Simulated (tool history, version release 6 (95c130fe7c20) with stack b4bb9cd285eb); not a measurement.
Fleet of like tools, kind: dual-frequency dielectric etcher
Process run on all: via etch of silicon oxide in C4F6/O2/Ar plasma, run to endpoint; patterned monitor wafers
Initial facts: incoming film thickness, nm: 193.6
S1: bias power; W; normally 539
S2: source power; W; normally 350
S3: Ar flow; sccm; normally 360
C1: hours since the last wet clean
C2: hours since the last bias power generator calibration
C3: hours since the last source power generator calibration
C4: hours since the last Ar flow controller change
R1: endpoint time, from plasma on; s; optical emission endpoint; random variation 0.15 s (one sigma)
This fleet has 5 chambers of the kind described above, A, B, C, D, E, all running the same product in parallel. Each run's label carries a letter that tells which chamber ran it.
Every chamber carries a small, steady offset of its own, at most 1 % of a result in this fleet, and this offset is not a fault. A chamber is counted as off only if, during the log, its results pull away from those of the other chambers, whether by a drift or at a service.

run 1C day=0.554 | S1=539 S2=350 S3=360 | C1=279.9 C2=685.2 C3=1240.8 C4=795.7 | R1=44.303
run 2E day=0.912 | S1=539 S2=350 S3=360 | C1=235 C2=1007.7 C3=2156 C4=3408.1 | R1=44.199
run 3D day=1.429 | S1=539 S2=350 S3=360 | C1=80.6 C2=3213 C3=2117.2 C4=2628.6 | R1=44.535
run 4A day=1.9 | S1=539 S2=350 S3=360 | C1=92.5 C2=3883.1 C3=2001.5 C4=127.8 | R1=44.742
run 5B day=2.221 | S1=539 S2=350 S3=360 | C1=511.2 C2=1085.7 C3=1568.2 C4=3927 | R1=44.074
run 6D day=2.533 | S1=539 S2=350 S3=360 | C1=107.1 C2=3239.5 C3=2143.7 C4=2655.1 | R1=44.487
run 7A day=3.054 | S1=539 S2=350 S3=360 | C1=120.2 C2=3910.8 C3=2029.2 C4=155.5 | R1=44.622
-- day=3.129 chamber B: wet clean of the chamber
run 8C day=3.467 | S1=539 S2=350 S3=274 | C1=349.8 C2=755.1 C3=1310.7 C4=865.6 | R1=43.039
run 9B day=3.983 | S1=539 S2=350 S3=274 | C1=20.6 C2=1128 C3=1610.5 C4=3969.3 | R1=43.045
run 10E day=4.4 | S1=539 S2=350 S3=274 | C1=318.7 C2=1091.4 C3=2239.7 C4=3491.8 | R1=42.855
run 11B day=4.888 | S1=539 S2=350 S3=274 | C1=42.3 C2=1149.7 C3=1632.2 C4=3991 | R1=42.588
run 12E day=5.338 | S1=539 S2=350 S3=274 | C1=341.2 C2=1113.9 C3=2262.2 C4=3514.3 | R1=42.95
run 13C day=5.817 | S1=539 S2=350 S3=360 | C1=406.2 C2=811.5 C3=1367.1 C4=922 | R1=44.761
run 14D day=6.146 | S1=539 S2=350 S3=360 | C1=193.8 C2=3326.2 C3=2230.4 C4=2741.8 | R1=44.656
run 15A day=6.671 | S1=539 S2=350 S3=360 | C1=207 C2=3997.6 C3=2116 C4=242.3 | R1=44.487
-- day=6.983 chamber E: wet clean of the chamber
run 16A day=7.121 | S1=539 S2=350 S3=360 | C1=217.8 C2=4008.4 C3=2126.8 C4=253.1 | R1=44.295
run 17C day=7.683 | S1=539 S2=300 S3=438 | C1=451 C2=856.3 C3=1411.9 C4=966.8 | R1=48.144
run 18B day=7.992 | S1=539 S2=300 S3=438 | C1=116.8 C2=1224.2 C3=1706.7 C4=4065.5 | R1=47.688
-- day=8.321 chamber C: wet clean of the chamber
run 19E day=8.342 | S1=539 S2=300 S3=438 | C1=32.7 C2=1186 C3=2334.3 C4=3586.4 | R1=48.108
run 20D day=8.646 | S1=539 S2=300 S3=438 | C1=253.8 C2=3386.2 C3=2290.4 C4=2801.8 | R1=48.042
-- day=8.771 chamber B: source power generator calibrated
run 21C day=9.062 | S1=539 S2=300 S3=438 | C1=17.9 C2=889.4 C3=1445 C4=999.9 | R1=49.947
run 22E day=9.454 | S1=539 S2=350 S3=360 | C1=59.4 C2=1212.7 C3=2361 C4=3613.1 | R1=44.297
run 23D day=9.788 | S1=539 S2=350 S3=360 | C1=281.2 C2=3413.6 C3=2317.8 C4=2829.2 | R1=44.915
run 24A day=10.175 | S1=539 S2=350 S3=360 | C1=291.1 C2=4081.7 C3=2200.1 C4=326.4 | R1=44.393
run 25B day=10.708 | S1=539 S2=350 S3=360 | C1=182 C2=1289.4 C3=46.5 C4=4130.7 | R1=44.064
run 26E day=11.088 | S1=539 S2=350 S3=360 | C1=98.6 C2=1251.9 C3=2400.2 C4=3652.3 | R1=44.415
-- day=11.112 chamber B: Ar flow controller replaced
-- day=11.175 chamber D: bias power generator calibrated
run 27D day=11.512 | S1=539 S2=350 S3=360 | C1=322.6 C2=8.2 C3=2359.2 C4=2870.6 | R1=44.646
run 28A day=11.825 | S1=539 S2=350 S3=360 | C1=330.7 C2=4121.3 C3=2239.7 C4=366 | R1=44.26
run 29B day=12.229 | S1=539 S2=350 S3=360 | C1=218.5 C2=1325.9 C3=83 C4=26.8 | R1=44.044
run 30C day=12.767 | S1=539 S2=350 S3=360 | C1=106.8 C2=978.3 C3=1533.9 C4=1088.8 | R1=46.071
run 31C day=13.1 | S1=539 S2=350 S3=360 | C1=114.8 C2=986.3 C3=1541.9 C4=1096.8 | R1=46.264
run 32A day=13.358 | S1=539 S2=350 S3=360 | C1=367.5 C2=4158.1 C3=2276.5 C4=402.8 | R1=44.267
run 33B day=13.883 | S1=539 S2=350 S3=360 | C1=258.2 C2=1365.6 C3=122.7 C4=66.5 | R1=44.21
run 34E day=14.188 | S1=539 S2=350 S3=360 | C1=173 C2=1326.3 C3=2474.6 C4=3726.7 | R1=44.227
run 35D day=14.725 | S1=539 S2=350 S3=360 | C1=399.7 C2=85.3 C3=2436.3 C4=2947.7 | R1=44.509
run 36C day=15.092 | S1=539 S2=350 S3=360 | C1=162.6 C2=1034.1 C3=1589.7 C4=1144.6 | R1=46.321
run 37D day=15.388 | S1=452 S2=350 S3=360 | C1=415.6 C2=101.2 C3=2452.2 C4=2963.6 | R1=47.553

All 5 chambers run these settings next. Forecast each chamber's results:
run 38A day=15.796 | S1=539 S2=350 S3=360 | R1=?
run 38B day=15.796 | S1=539 S2=350 S3=360 | R1=?
run 38C day=15.796 | S1=539 S2=350 S3=360 | R1=?
run 38D day=15.796 | S1=539 S2=350 S3=360 | R1=?
run 38E day=15.796 | S1=539 S2=350 S3=360 | R1=?

run=38A R1=44.354
run=38B R1=43.855
run=38C R1=46.148
run=38D R1=44.582
run=38E R1=44.288
